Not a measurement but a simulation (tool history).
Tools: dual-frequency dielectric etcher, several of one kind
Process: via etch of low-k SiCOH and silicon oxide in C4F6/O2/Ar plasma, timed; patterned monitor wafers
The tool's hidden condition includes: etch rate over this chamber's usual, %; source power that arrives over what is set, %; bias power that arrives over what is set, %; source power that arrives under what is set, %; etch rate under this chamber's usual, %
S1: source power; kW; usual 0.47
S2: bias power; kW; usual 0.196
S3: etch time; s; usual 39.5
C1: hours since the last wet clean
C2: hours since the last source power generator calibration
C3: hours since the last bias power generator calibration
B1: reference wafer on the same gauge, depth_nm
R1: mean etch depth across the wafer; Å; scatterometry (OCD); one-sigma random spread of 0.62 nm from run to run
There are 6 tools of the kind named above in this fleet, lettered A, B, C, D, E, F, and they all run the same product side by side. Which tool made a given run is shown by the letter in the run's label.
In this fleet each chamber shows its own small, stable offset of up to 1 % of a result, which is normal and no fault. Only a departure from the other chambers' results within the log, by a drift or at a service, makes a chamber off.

| run | day | S1 | S2 | S3 | C1 | C2 | C3 | B1 | R1 |
|---|---|---|---|---|---|---|---|---|---|
| 1F | 0.104 | 0.47 | 0.196 | 39.5 | 95.5 | 442.9 | 809.8 | 110.75 | 1027.9 |
| 2D | 0.192 | 0.47 | 0.196 | 39.5 | 258.2 | 780.3 | 3200.4 | 111.01 | 1019.5 |
| 3A | 0.329 | 0.47 | 0.196 | 39.5 | 94.9 | 2017.6 | 1518.5 | 110.88 | 1024.4 |
| 4E | 0.517 | 0.47 | 0.196 | 39.5 | 340.3 | 545.5 | 157 | 111.01 | 1014.8 |
| 5B | 0.679 | 0.47 | 0.196 | 39.5 | 23.6 | 1566.7 | 1338.1 | 110.94 | 1007.3 |
| 6C | 0.846 | 0.47 | 0.196 | 39.5 | 271.9 | 1208.8 | 2789.1 | 111.05 | 1028 |
| 7D | 1.004 | 0.42 | 0.196 | 39.5 | 277.7 | 799.8 | 3219.9 | 111.06 | 967.38 |
| 8C | 1.142 | 0.42 | 0.196 | 39.5 | 279 | 1215.9 | 2796.2 | 111.14 | 985.74 |
| 9F | 1.233 | 0.42 | 0.196 | 39.5 | 122.6 | 470 | 836.9 | 111.12 | 972.27 |
| 10A | 1.417 | 0.42 | 0.196 | 39.5 | 121 | 2043.7 | 1544.6 | 111.08 | 982.97 |
| 11B | 1.592 | 0.42 | 0.196 | 39.5 | 45.5 | 1588.6 | 1360 | 111.08 | 970.86 |
| 12E | 1.729 | 0.42 | 0.196 | 39.5 | 369.4 | 574.6 | 186.1 | 111.05 | 967.96 |
| 13C | 1.904 | 0.47 | 0.196 | 39.5 | 297.3 | 1234.2 | 2814.5 | 110.99 | 1024 |
| 14A | 2.083 | 0.57 | 0.196 | 30 | 137 | 2059.7 | 1560.6 | 111 | 841.54 |
|  | 2.271 | chamber E: wet clean of the chamber |
| 15B | 2.283 | 0.57 | 0.196 | 30 | 62.1 | 1605.2 | 1376.6 | 110.95 | 836.22 |
| 16D | 2.379 | 0.57 | 0.196 | 30 | 310.7 | 832.8 | 3252.9 | 110.91 | 838.18 |
| 17F | 2.55 | 0.57 | 0.196 | 30 | 154.2 | 501.6 | 868.5 | 110.85 | 839.67 |
| 18E | 2.671 | 0.57 | 0.196 | 30 | 9.6 | 597.2 | 208.7 | 111.04 | 812.58 |
| 19C | 2.858 | 0.57 | 0.196 | 30 | 320.2 | 1257.1 | 2837.4 | 111.1 | 851.27 |
| 20B | 2.988 | 0.47 | 0.196 | 39.5 | 79 | 1622.1 | 1393.5 | 110.91 | 1015.6 |
| 21F | 3.175 | 0.47 | 0.196 | 39.5 | 169.2 | 516.6 | 883.5 | 111.06 | 1021.9 |
| 22A | 3.358 | 0.47 | 0.196 | 39.5 | 167.6 | 2090.3 | 1591.2 | 111.12 | 1030.1 |
| 23D | 3.462 | 0.47 | 0.196 | 39.5 | 336.7 | 858.8 | 3278.9 | 111.05 | 1016.3 |
| 24E | 3.617 | 0.47 | 0.196 | 39.5 | 32.3 | 619.9 | 231.4 | 111.03 | 978.66 |
| 25A | 3.771 | 0.47 | 0.196 | 39.5 | 177.5 | 2100.2 | 1601.1 | 110.94 | 1024.7 |
| 26B | 3.971 | 0.4 | 0.196 | 50.5 | 102.6 | 1645.7 | 1417.1 | 110.98 | 1221.8 |
| 27E | 4.171 | 0.4 | 0.196 | 50.5 | 45.6 | 633.2 | 244.7 | 111.08 | 1182 |
| 28C | 4.317 | 0.4 | 0.196 | 50.5 | 355.2 | 1292.1 | 2872.4 | 111.04 | 1233 |
| 29F | 4.421 | 0.4 | 0.196 | 50.5 | 199.1 | 546.5 | 913.4 | 111.08 | 1222.9 |
| 30D | 4.562 | 0.4 | 0.196 | 50.5 | 363.1 | 885.2 | 3305.3 | 111.14 | 1228.9 |
| 31B | 4.662 | 0.4 | 0.196 | 50.5 | 119.2 | 1662.3 | 1433.7 | 111 | 1227.8 |
| 32D | 4.771 | 0.47 | 0.196 | 39.5 | 368.1 | 890.2 | 3310.3 | 110.91 | 1022.9 |
| 33C | 4.908 | 0.47 | 0.196 | 39.5 | 369.4 | 1306.3 | 2886.6 | 110.98 | 1026.9 |
| 34F | 5.088 | 0.47 | 0.196 | 39.5 | 215.1 | 562.5 | 929.4 | 111.11 | 1028.1 |
| 35E | 5.258 | 0.47 | 0.196 | 39.5 | 71.7 | 659.3 | 270.8 | 111.16 | 976.5 |
| 36A | 5.442 | 0.47 | 0.196 | 39.5 | 217.6 | 2140.3 | 1641.2 | 111.01 | 1030.2 |
| 37E | 5.55 | 0.53 | 0.196 | 31.5 | 78.7 | 666.3 | 277.8 | 110.75 | 818.07 |
| 38A | 5.742 | 0.53 | 0.196 | 31.5 | 224.8 | 2147.5 | 1648.4 | 110.86 | 866.9 |
| 39F | 5.912 | 0.53 | 0.196 | 31.5 | 234.9 | 582.3 | 949.2 | 111 | 850.76 |
| 40B | 6.058 | 0.53 | 0.196 | 31.5 | 152.7 | 1695.8 | 1467.2 | 111 | 843.36 |
| 41C | 6.158 | 0.53 | 0.196 | 31.5 | 399.4 | 1336.3 | 2916.6 | 111.05 | 860.3 |

Is one chamber out of step, is the gauge drifting, or do the chambers differ by no more than their own small offsets? For an off chamber, give its letter and the likeliest cause.

After it was serviced, chamber E no longer matches the other chambers.
Cause: etch rate under this chamber's usual, % = 3.31.

Chamber E could run next with any of the 4 candidate recipes listed below; each alters the usual settings, and their results appear as question marks. Which one brings its results back in line with what the other chambers deliver on the usual settings?
In line here means within this much of the mean the other chambers give on the usual settings: R1 22 Å
| 42E-1 | 6.3 | 0.46 | 0.193 | 37 |  |  |  |  | ? |
| 42E-2 | 6.3 | 0.5 | 0.205 | 39.5 |  |  |  |  | ? |
| 42E-3 | 6.3 | 0.48 | 0.199 | 42 |  |  |  |  | ? |
| 42E-4 | 6.3 | 0.47 | 0.195 | 38 |  |  |  |  | ? |

What the other chambers average on the usual settings: R1 1022.5 Å
| run | R1 |
|---|---|
| 42E-1 | 908.36 |
| 42E-2 | 1021.3 |
| 42E-3 | 1058.7 |
| 42E-4 | 943.91 |
The right change is 42E-2: it brings the chamber back within the allowed miss of the others.
